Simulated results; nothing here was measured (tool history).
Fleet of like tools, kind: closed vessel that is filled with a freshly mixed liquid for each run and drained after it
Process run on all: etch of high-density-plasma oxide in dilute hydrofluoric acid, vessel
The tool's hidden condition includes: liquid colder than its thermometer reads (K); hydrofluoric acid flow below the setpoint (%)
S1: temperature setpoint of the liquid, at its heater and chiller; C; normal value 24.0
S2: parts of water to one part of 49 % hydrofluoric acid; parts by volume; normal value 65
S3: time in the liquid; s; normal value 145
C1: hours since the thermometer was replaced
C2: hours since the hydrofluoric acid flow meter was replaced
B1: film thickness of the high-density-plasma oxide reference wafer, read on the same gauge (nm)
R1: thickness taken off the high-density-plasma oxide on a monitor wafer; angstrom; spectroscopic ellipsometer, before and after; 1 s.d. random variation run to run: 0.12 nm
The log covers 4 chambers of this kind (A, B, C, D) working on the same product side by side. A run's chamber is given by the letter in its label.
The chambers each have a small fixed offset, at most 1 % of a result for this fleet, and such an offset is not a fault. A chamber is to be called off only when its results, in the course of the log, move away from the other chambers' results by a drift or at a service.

| run | hour | S1 | S2 | S3 | C1 | C2 | B1 | R1 |
|---|---|---|---|---|---|---|---|---|
| 1C | 11.4 | 24.0 | 65 | 145 | 588.3 | 456.6 | 80.033 | 164.520 |
| 2A | 23.5 | 24.0 | 65 | 145 | 389.5 | 830.7 | 80.010 | 163.190 |
| 3B | 32.0 | 24.0 | 65 | 145 | 1187.2 | 474.1 | 80.002 | 163.380 |
| 4D | 45.0 | 24.0 | 65 | 145 | 309.1 | 1487.4 | 79.970 | 161.160 |
|  | 47.6 | chamber B: hydrofluoric acid flow meter replaced |
| 5B | 54.6 | 24.0 | 65 | 145 | 1209.8 | 7.0 | 80.008 | 162.840 |
| 6C | 67.0 | 24.0 | 65 | 145 | 643.9 | 512.2 | 79.986 | 163.550 |
| 7A | 78.6 | 24.0 | 65 | 145 | 444.6 | 885.8 | 80.008 | 164.150 |
| 8D | 85.8 | 24.0 | 65 | 145 | 349.9 | 1528.2 | 80.031 | 161.570 |
| 9C | 99.5 | 24.0 | 65 | 145 | 676.4 | 544.7 | 80.028 | 160.520 |
| 10A | 108.4 | 24.0 | 65 | 145 | 474.4 | 915.6 | 80.028 | 162.150 |
| 11D | 117.7 | 24.0 | 65 | 145 | 381.8 | 1560.1 | 79.997 | 162.290 |
| 12B | 125.1 | 24.0 | 65 | 145 | 1280.3 | 77.5 | 80.042 | 162.080 |
| 13D | 139.6 | 24.0 | 65 | 145 | 403.7 | 1582.0 | 80.025 | 159.760 |
| 14C | 148.7 | 24.0 | 65 | 145 | 725.6 | 593.9 | 79.959 | 158.910 |
| 15A | 155.2 | 24.0 | 65 | 145 | 521.2 | 962.4 | 79.952 | 162.800 |
| 16B | 163.6 | 22.0 | 65 | 75 | 1318.8 | 116.0 | 80.030 | 78.046 |
| 17A | 170.0 | 22.0 | 65 | 75 | 536.0 | 977.2 | 80.008 | 77.262 |
| 18B | 176.9 | 22.0 | 65 | 75 | 1332.1 | 129.3 | 79.981 | 77.673 |
| 19D | 186.2 | 22.0 | 65 | 75 | 450.3 | 1628.6 | 79.999 | 76.599 |
|  | 200.9 | chamber A: hydrofluoric acid flow meter replaced |
| 20C | 201.0 | 24.0 | 65 | 145 | 777.9 | 646.2 | 79.978 | 159.780 |
| 21A | 215.5 | 24.0 | 65 | 145 | 581.5 | 14.6 | 80.006 | 162.630 |
| 22B | 226.0 | 24.0 | 65 | 145 | 1381.2 | 178.4 | 80.028 | 161.050 |
| 23D | 236.8 | 24.0 | 65 | 145 | 500.9 | 1679.2 | 80.006 | 162.950 |
| 24C | 247.0 | 24.0 | 65 | 145 | 823.9 | 692.2 | 80.050 | 158.440 |
| 25D | 258.9 | 24.0 | 65 | 145 | 523.0 | 1701.3 | 79.994 | 163.130 |
| 26A | 267.2 | 24.0 | 65 | 145 | 633.2 | 66.3 | 80.002 | 163.510 |
|  | 269.5 | chamber D: hydrofluoric acid flow meter replaced |
| 27B | 281.6 | 27.5 | 65 | 145 | 1436.8 | 234.0 | 80.006 | 186.740 |
| 28C | 289.9 | 27.5 | 65 | 145 | 866.8 | 735.1 | 80.047 | 179.670 |
| 29D | 301.6 | 27.5 | 65 | 145 | 565.7 | 32.2 | 79.990 | 185.010 |
| 30A | 309.1 | 27.5 | 65 | 145 | 675.1 | 108.2 | 80.003 | 185.180 |
| 31B | 315.7 | 24.0 | 65 | 145 | 1470.9 | 268.1 | 79.982 | 162.070 |
| 32C | 326.1 | 24.0 | 65 | 145 | 903.0 | 771.3 | 80.004 | 154.700 |
| 33A | 332.7 | 24.0 | 65 | 145 | 698.7 | 131.8 | 79.965 | 160.400 |
| 34B | 341.6 | 24.0 | 80 | 145 | 1496.8 | 294.0 | 79.986 | 129.470 |
| 35C | 356.2 | 24.0 | 80 | 145 | 933.1 | 801.4 | 80.042 | 124.680 |
| 36D | 367.9 | 24.0 | 80 | 145 | 632.0 | 98.5 | 79.971 | 128.810 |
| 37C | 378.3 | 24.0 | 80 | 145 | 955.2 | 823.5 | 79.993 | 123.170 |
| 38A | 391.9 | 24.0 | 50 | 90 | 757.9 | 191.0 | 79.987 | 134.350 |
| 39D | 400.5 | 24.0 | 50 | 90 | 664.6 | 131.1 | 80.017 | 132.640 |
| 40B | 410.3 | 24.0 | 50 | 90 | 1565.5 | 362.7 | 79.965 | 134.000 |
| 41C | 423.2 | 24.0 | 50 | 90 | 1000.1 | 868.4 | 80.021 | 126.850 |
| 42D | 437.4 | 24.0 | 65 | 145 | 701.5 | 168.0 | 80.049 | 161.490 |

Is one chamber out of step, is the gauge drifting, or do the chambers differ by no more than their own small offsets? For an off chamber, give its letter and the likeliest cause.

Little by little, chamber C moves away from the other chambers.
Likeliest cause: liquid colder than its thermometer reads (K) = 1.39.
Not necessarily distinguishable in this log from: hydrofluoric acid flow below the setpoint (%).

Which of the 4 candidates below, each the usual settings with something changed and its results left as question marks, puts chamber C back in line with what the other chambers give on the usual settings?
In-line tolerance around the mean of the other chambers on the usual settings: R1 4.100 angstrom
| 43C-1 | 447.9 | 24.5 | 65 | 145 |  |  |  | ? |
| 43C-2 | 447.9 | 23.5 | 65 | 145 |  |  |  | ? |
| 43C-3 | 447.9 | 22.5 | 65 | 145 |  |  |  | ? |
| 43C-4 | 447.9 | 24.0 | 65 | 155 |  |  |  | ? |

Mean of the other chambers on the usual settings: R1 161.880 angstrom
| run | R1 |
|---|---|
| 43C-1 | 156.080 |
| 43C-2 | 149.720 |
| 43C-3 | 143.580 |
| 43C-4 | 163.380 |
It is 43C-4 that realigns the chamber with its peers.

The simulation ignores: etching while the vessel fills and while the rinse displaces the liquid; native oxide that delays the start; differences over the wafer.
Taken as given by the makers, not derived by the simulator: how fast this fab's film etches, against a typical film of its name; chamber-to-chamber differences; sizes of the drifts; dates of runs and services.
